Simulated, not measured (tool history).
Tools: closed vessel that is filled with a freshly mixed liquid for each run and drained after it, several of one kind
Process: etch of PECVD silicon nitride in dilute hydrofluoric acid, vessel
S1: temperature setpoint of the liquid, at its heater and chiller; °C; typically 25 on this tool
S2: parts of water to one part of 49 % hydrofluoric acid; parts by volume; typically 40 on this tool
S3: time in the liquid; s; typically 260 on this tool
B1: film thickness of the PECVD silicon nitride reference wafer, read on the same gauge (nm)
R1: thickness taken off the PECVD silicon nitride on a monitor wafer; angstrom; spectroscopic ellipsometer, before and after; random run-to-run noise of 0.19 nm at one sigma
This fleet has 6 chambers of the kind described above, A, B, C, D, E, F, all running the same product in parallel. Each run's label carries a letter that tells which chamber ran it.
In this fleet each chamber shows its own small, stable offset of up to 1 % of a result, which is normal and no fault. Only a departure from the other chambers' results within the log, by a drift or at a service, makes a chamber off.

run	hour	S1	S2	S3	B1	R1
1B	5.2	25	40	260	150.04	293.16
2F	13.4	25	40	260	149.99	293.15
3A	21.8	25	40	260	150	294.1
4C	30.3	25	40	260	150.03	292.94
5E	34.7	25	40	260	149.99	290.67
6D	40	21	40	260	150.02	221.41
7F	44	21	40	260	149.99	221.17
8B	51.8	21	40	260	149.96	224.72
9A	58.2	21	40	260	150.01	225.3
10D	65.4	21	40	260	150	222.55
11E	73.8	21	40	260	150.01	221.24
12C	80.1	25	40	260	150.05	290.59
13B	86.4	25	60	340	150.01	256.7
14F	95.3	25	60	340	149.99	258.66
15C	100.2	25	60	340	149.97	254.2
16A	105.3	25	60	340	150.03	258.84
17D	112.9	25	60	340	149.98	256.41
18E	116.9	25	60	340	150	256.23
# hour 120.3: chamber F: thermometer replaced
19F	125.6	25	40	260	150.01	291.3
# hour 126.3: chamber E: hydrofluoric acid flow meter replaced
20D	133.3	25	40	260	150.05	294.3
21E	141.7	25	40	260	150	293.31
22C	149.8	25	40	260	149.96	286.96
23A	154.9	25	40	260	149.96	300.3
# hour 159: chamber F: hydrofluoric acid flow meter replaced
24B	161.9	25	40	260	149.99	296.51
25F	168.2	25	40	260	149.99	292.57
26D	176.8	25	40	260	150	297.41
27E	185.5	25	40	260	150.01	291.44
28C	189.9	25	40	260	150.03	289.18
29B	198.6	21	40	375	150	324.74
30A	205.7	21	40	375	149.98	337.72
31F	212.9	21	40	375	150.02	318.57
32E	220.3	21	40	375	150.03	321.03
33A	226	21	40	375	150	342.6
34B	233.6	21	40	375	150	325.72
35C	239	21	40	260	150.02	218.44
36D	246.2	21	40	260	149.98	222.93
37A	255.1	21	40	260	150.02	244.23

For the next run the whole fleet of 6 chambers uses the same settings. Give each chamber's results:
38A	261.7	25	40	260		?
38B	261.7	25	40	260		?
38C	261.7	25	40	260		?
38D	261.7	25	40	260		?
38E	261.7	25	40	260		?
38F	261.7	25	40	260		?

run	R1
38A	318.29
38B	293.35
38C	287.37
38D	294.82
38E	292.02
38F	289.13

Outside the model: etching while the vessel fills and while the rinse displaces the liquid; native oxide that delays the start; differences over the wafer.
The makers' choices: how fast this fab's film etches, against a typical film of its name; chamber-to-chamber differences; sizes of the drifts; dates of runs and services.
